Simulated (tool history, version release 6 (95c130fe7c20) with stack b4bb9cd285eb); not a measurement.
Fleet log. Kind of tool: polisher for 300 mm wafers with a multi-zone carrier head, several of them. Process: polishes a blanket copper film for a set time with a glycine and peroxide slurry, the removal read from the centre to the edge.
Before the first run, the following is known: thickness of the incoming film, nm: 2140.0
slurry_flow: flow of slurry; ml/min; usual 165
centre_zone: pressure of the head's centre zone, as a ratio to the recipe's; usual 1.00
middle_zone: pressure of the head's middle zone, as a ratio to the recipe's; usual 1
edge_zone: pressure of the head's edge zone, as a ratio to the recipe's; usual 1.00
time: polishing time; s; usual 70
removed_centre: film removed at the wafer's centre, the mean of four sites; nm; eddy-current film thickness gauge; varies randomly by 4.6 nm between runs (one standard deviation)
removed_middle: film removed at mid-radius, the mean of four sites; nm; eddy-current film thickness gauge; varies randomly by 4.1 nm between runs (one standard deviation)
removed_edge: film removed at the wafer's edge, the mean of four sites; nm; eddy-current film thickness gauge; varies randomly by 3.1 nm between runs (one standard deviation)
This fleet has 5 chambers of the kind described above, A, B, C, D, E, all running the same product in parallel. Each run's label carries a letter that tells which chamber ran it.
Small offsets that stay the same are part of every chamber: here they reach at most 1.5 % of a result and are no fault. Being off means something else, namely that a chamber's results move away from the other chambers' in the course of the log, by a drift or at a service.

{"hour": 10.4, "done": "chamber E: worn pad replaced by a new one"}
{"run": "1B", "hour": 11.3, "slurry_flow": 165, "centre_zone": 1.0, "middle_zone": 1, "edge_zone": 1.0, "time": 70, "removed_centre": 328.97, "removed_middle": 348.31, "removed_edge": 332.17}
{"run": "2A", "hour": 17.9, "slurry_flow": 165, "centre_zone": 1.0, "middle_zone": 1, "edge_zone": 1.0, "time": 70, "removed_centre": 337.11, "removed_middle": 341.82, "removed_edge": 338.28}
{"run": "3C", "hour": 28.4, "slurry_flow": 165, "centre_zone": 1.0, "middle_zone": 1, "edge_zone": 1.0, "time": 70, "removed_centre": 338.2, "removed_middle": 338.29, "removed_edge": 332.33}
{"run": "4E", "hour": 35.5, "slurry_flow": 165, "centre_zone": 1.0, "middle_zone": 1, "edge_zone": 1.0, "time": 70, "removed_centre": 329.82, "removed_middle": 335.0, "removed_edge": 332.76}
{"run": "5D", "hour": 47.4, "slurry_flow": 165, "centre_zone": 1.0, "middle_zone": 1, "edge_zone": 1.0, "time": 70, "removed_centre": 340.56, "removed_middle": 343.08, "removed_edge": 334.08}
{"hour": 55.1, "done": "chamber A: worn pad replaced by a new one"}
{"run": "6B", "hour": 56.8, "slurry_flow": 165, "centre_zone": 1.0, "middle_zone": 1, "edge_zone": 1.0, "time": 70, "removed_centre": 337.92, "removed_middle": 344.45, "removed_edge": 338.02}
{"hour": 65.7, "done": "chamber D: worn pad replaced by a new one"}
{"run": "7E", "hour": 67.3, "slurry_flow": 165, "centre_zone": 1.0, "middle_zone": 1, "edge_zone": 1.0, "time": 70, "removed_centre": 348.05, "removed_middle": 339.55, "removed_edge": 334.9}
{"run": "8A", "hour": 72.7, "slurry_flow": 165, "centre_zone": 1.0, "middle_zone": 1, "edge_zone": 1.0, "time": 70, "removed_centre": 334.76, "removed_middle": 334.9, "removed_edge": 332.64}
{"hour": 77.1, "done": "chamber C: worn pad replaced by a new one"}
{"run": "9D", "hour": 79.5, "slurry_flow": 130, "centre_zone": 1.0, "middle_zone": 1, "edge_zone": 1.0, "time": 70, "removed_centre": 323.52, "removed_middle": 322.5, "removed_edge": 327.09}
{"run": "10C", "hour": 89.4, "slurry_flow": 130, "centre_zone": 1.0, "middle_zone": 1, "edge_zone": 1.0, "time": 70, "removed_centre": 318.75, "removed_middle": 317.43, "removed_edge": 324.0}
{"run": "11B", "hour": 96.8, "slurry_flow": 130, "centre_zone": 1.0, "middle_zone": 1, "edge_zone": 1.0, "time": 70, "removed_centre": 316.73, "removed_middle": 330.89, "removed_edge": 321.53}
{"hour": 103.2, "done": "chamber B: worn pad replaced by a new one"}
{"run": "12A", "hour": 105.8, "slurry_flow": 130, "centre_zone": 1.0, "middle_zone": 1, "edge_zone": 1.0, "time": 70, "removed_centre": 325.69, "removed_middle": 326.78, "removed_edge": 318.31}
{"hour": 108.4, "done": "chamber E: worn pad replaced by a new one"}
{"run": "13C", "hour": 115.9, "slurry_flow": 130, "centre_zone": 1.0, "middle_zone": 1, "edge_zone": 1.0, "time": 70, "removed_centre": 322.74, "removed_middle": 311.52, "removed_edge": 326.93}
{"hour": 121.2, "done": "chamber D: worn pad replaced by a new one"}
{"run": "14D", "hour": 121.7, "slurry_flow": 125, "centre_zone": 1.0, "middle_zone": 1, "edge_zone": 1.0, "time": 57, "removed_centre": 264.21, "removed_middle": 259.41, "removed_edge": 264.84}
{"hour": 126.2, "done": "chamber A: worn pad replaced by a new one"}
{"run": "15E", "hour": 132.2, "slurry_flow": 125, "centre_zone": 1.0, "middle_zone": 1, "edge_zone": 1.0, "time": 57, "removed_centre": 254.15, "removed_middle": 256.91, "removed_edge": 257.61}
{"run": "16E", "hour": 141.6, "slurry_flow": 125, "centre_zone": 1.0, "middle_zone": 1, "edge_zone": 1.0, "time": 57, "removed_centre": 251.78, "removed_middle": 258.81, "removed_edge": 264.08}
{"run": "17C", "hour": 152.1, "slurry_flow": 125, "centre_zone": 1.0, "middle_zone": 1, "edge_zone": 1.0, "time": 57, "removed_centre": 253.07, "removed_middle": 257.2, "removed_edge": 262.93}
{"run": "18B", "hour": 158.6, "slurry_flow": 125, "centre_zone": 1.0, "middle_zone": 1, "edge_zone": 1.0, "time": 57, "removed_centre": 253.71, "removed_middle": 268.4, "removed_edge": 260.23}
{"hour": 166.4, "done": "chamber A: edge zone pressure recalibrated"}
{"run": "19D", "hour": 167.6, "slurry_flow": 165, "centre_zone": 1.0, "middle_zone": 1, "edge_zone": 1.0, "time": 70, "removed_centre": 345.43, "removed_middle": 330.67, "removed_edge": 338.04}
{"run": "20A", "hour": 173.0, "slurry_flow": 165, "centre_zone": 1.0, "middle_zone": 1, "edge_zone": 1.0, "time": 70, "removed_centre": 343.89, "removed_middle": 331.56, "removed_edge": 336.45}
{"run": "21D", "hour": 179.6, "slurry_flow": 165, "centre_zone": 1.0, "middle_zone": 1, "edge_zone": 1.0, "time": 70, "removed_centre": 343.14, "removed_middle": 337.76, "removed_edge": 336.48}
{"hour": 181.2, "done": "chamber D: worn pad replaced by a new one"}
{"hour": 181.8, "done": "chamber A: worn pad replaced by a new one"}
{"run": "22B", "hour": 188.1, "slurry_flow": 165, "centre_zone": 1.0, "middle_zone": 1, "edge_zone": 1.0, "time": 70, "removed_centre": 323.9, "removed_middle": 336.57, "removed_edge": 331.69}
{"hour": 195.7, "done": "chamber C: worn pad replaced by a new one"}
{"run": "23E", "hour": 198.8, "slurry_flow": 165, "centre_zone": 1.0, "middle_zone": 1, "edge_zone": 1.0, "time": 70, "removed_centre": 314.37, "removed_middle": 336.57, "removed_edge": 336.56}
{"run": "24C", "hour": 205.2, "slurry_flow": 165, "centre_zone": 1.0, "middle_zone": 1, "edge_zone": 1.0, "time": 70, "removed_centre": 336.02, "removed_middle": 325.64, "removed_edge": 338.75}
{"hour": 212.0, "done": "chamber B: worn pad replaced by a new one"}
{"run": "25A", "hour": 215.1, "slurry_flow": 165, "centre_zone": 1.0, "middle_zone": 1, "edge_zone": 1.0, "time": 70, "removed_centre": 341.06, "removed_middle": 336.8, "removed_edge": 338.61}
{"hour": 218.9, "done": "chamber E: worn pad replaced by a new one"}
{"run": "26B", "hour": 222.2, "slurry_flow": 165, "centre_zone": 1.0, "middle_zone": 1, "edge_zone": 1.0, "time": 70, "removed_centre": 333.21, "removed_middle": 339.76, "removed_edge": 336.85}
{"run": "27A", "hour": 230.0, "slurry_flow": 165, "centre_zone": 0.92, "middle_zone": 1, "edge_zone": 1.0, "time": 70, "removed_centre": 307.63, "removed_middle": 336.58, "removed_edge": 339.9}
{"hour": 237.7, "done": "chamber D: worn pad replaced by a new one"}
{"hour": 241.4, "done": "chamber A: worn pad replaced by a new one"}
{"run": "28D", "hour": 242.2, "slurry_flow": 165, "centre_zone": 0.92, "middle_zone": 1, "edge_zone": 1.0, "time": 70, "removed_centre": 305.8, "removed_middle": 338.81, "removed_edge": 342.16}
{"run": "29E", "hour": 250.6, "slurry_flow": 165, "centre_zone": 0.92, "middle_zone": 1, "edge_zone": 1.0, "time": 70, "removed_centre": 291.1, "removed_middle": 338.69, "removed_edge": 336.99}
{"run": "30C", "hour": 261.0, "slurry_flow": 165, "centre_zone": 0.92, "middle_zone": 1, "edge_zone": 1.0, "time": 70, "removed_centre": 308.79, "removed_middle": 331.9, "removed_edge": 338.03}
{"hour": 265.6, "done": "chamber B: slurry nozzle cleaned"}
{"hour": 270.2, "done": "chamber C: slurry nozzle cleaned"}
{"run": "31E", "hour": 272.5, "slurry_flow": 165, "centre_zone": 0.92, "middle_zone": 1, "edge_zone": 1.0, "time": 70, "removed_centre": 282.32, "removed_middle": 332.45, "removed_edge": 339.61}
{"run": "32D", "hour": 284.0, "slurry_flow": 165, "centre_zone": 1.0, "middle_zone": 1, "edge_zone": 0.89, "time": 81, "removed_centre": 397.96, "removed_middle": 377.92, "removed_edge": 362.84}
{"run": "33B", "hour": 295.7, "slurry_flow": 165, "centre_zone": 1.0, "middle_zone": 1, "edge_zone": 0.89, "time": 81, "removed_centre": 393.37, "removed_middle": 391.0, "removed_edge": 365.75}
{"run": "34C", "hour": 305.4, "slurry_flow": 165, "centre_zone": 1.0, "middle_zone": 1, "edge_zone": 0.89, "time": 81, "removed_centre": 391.39, "removed_middle": 388.93, "removed_edge": 367.38}
{"hour": 307.2, "done": "chamber D: worn pad replaced by a new one"}
{"hour": 307.8, "done": "chamber A: worn pad replaced by a new one"}
{"run": "35A", "hour": 311.7, "slurry_flow": 165, "centre_zone": 1.0, "middle_zone": 1, "edge_zone": 0.89, "time": 81, "removed_centre": 381.5, "removed_middle": 393.2, "removed_edge": 369.85}
{"run": "36D", "hour": 321.8, "slurry_flow": 165, "centre_zone": 1.0, "middle_zone": 1, "edge_zone": 0.89, "time": 81, "removed_centre": 400.56, "removed_middle": 387.05, "removed_edge": 368.94}

Which is it: a chamber that has drifted or been left off by a service, a gauge drift common to all chambers, or only each chamber's usual small offset? If a chamber is off, name it and its likeliest cause.

Chamber E drifts away from the others.
What lies behind it: centre zone's pressure below its setpoint, % = 9.11.

Which of the 4 candidates below, each the usual settings with something changed and its results left as question marks, puts chamber E back in line with what the other chambers give on the usual settings?
To be in line, a result may differ from the other chambers' mean on the usual settings by at most: removed_centre 16.00 nm; removed_middle 14.00 nm; removed_edge 11.00 nm
{"run": "37E-1", "hour": 330.7, "slurry_flow": 170, "centre_zone": 1.08, "middle_zone": 0.98, "edge_zone": 0.97, "time": 71, "removed_centre": "?", "removed_middle": "?", "removed_edge": "?"}
{"run": "37E-2", "hour": 330.7, "slurry_flow": 180, "centre_zone": 1.15, "middle_zone": 0.97, "edge_zone": 0.95, "time": 72, "removed_centre": "?", "removed_middle": "?", "removed_edge": "?"}
{"run": "37E-3", "hour": 330.7, "slurry_flow": 160, "centre_zone": 0.92, "middle_zone": 1.02, "edge_zone": 1.03, "time": 69, "removed_centre": "?", "removed_middle": "?", "removed_edge": "?"}
{"run": "37E-4", "hour": 330.7, "slurry_flow": 155, "centre_zone": 0.85, "middle_zone": 1.03, "edge_zone": 1.05, "time": 69, "removed_centre": "?", "removed_middle": "?", "removed_edge": "?"}

What the other chambers average on the usual settings: removed_centre 337.02 nm; removed_middle 337.59 nm; removed_edge 336.28 nm
run=37E-1 removed_centre=331.84 removed_middle=334.44 removed_edge=334.39
run=37E-2 removed_centre=364.09 removed_middle=339.09 removed_edge=337.85
run=37E-3 removed_centre=267.29 removed_middle=333.69 removed_edge=332.60
run=37E-4 removed_centre=243.19 removed_middle=334.83 removed_edge=334.58
The answer is 37E-1, which returns the chamber to within the allowed miss of the others.
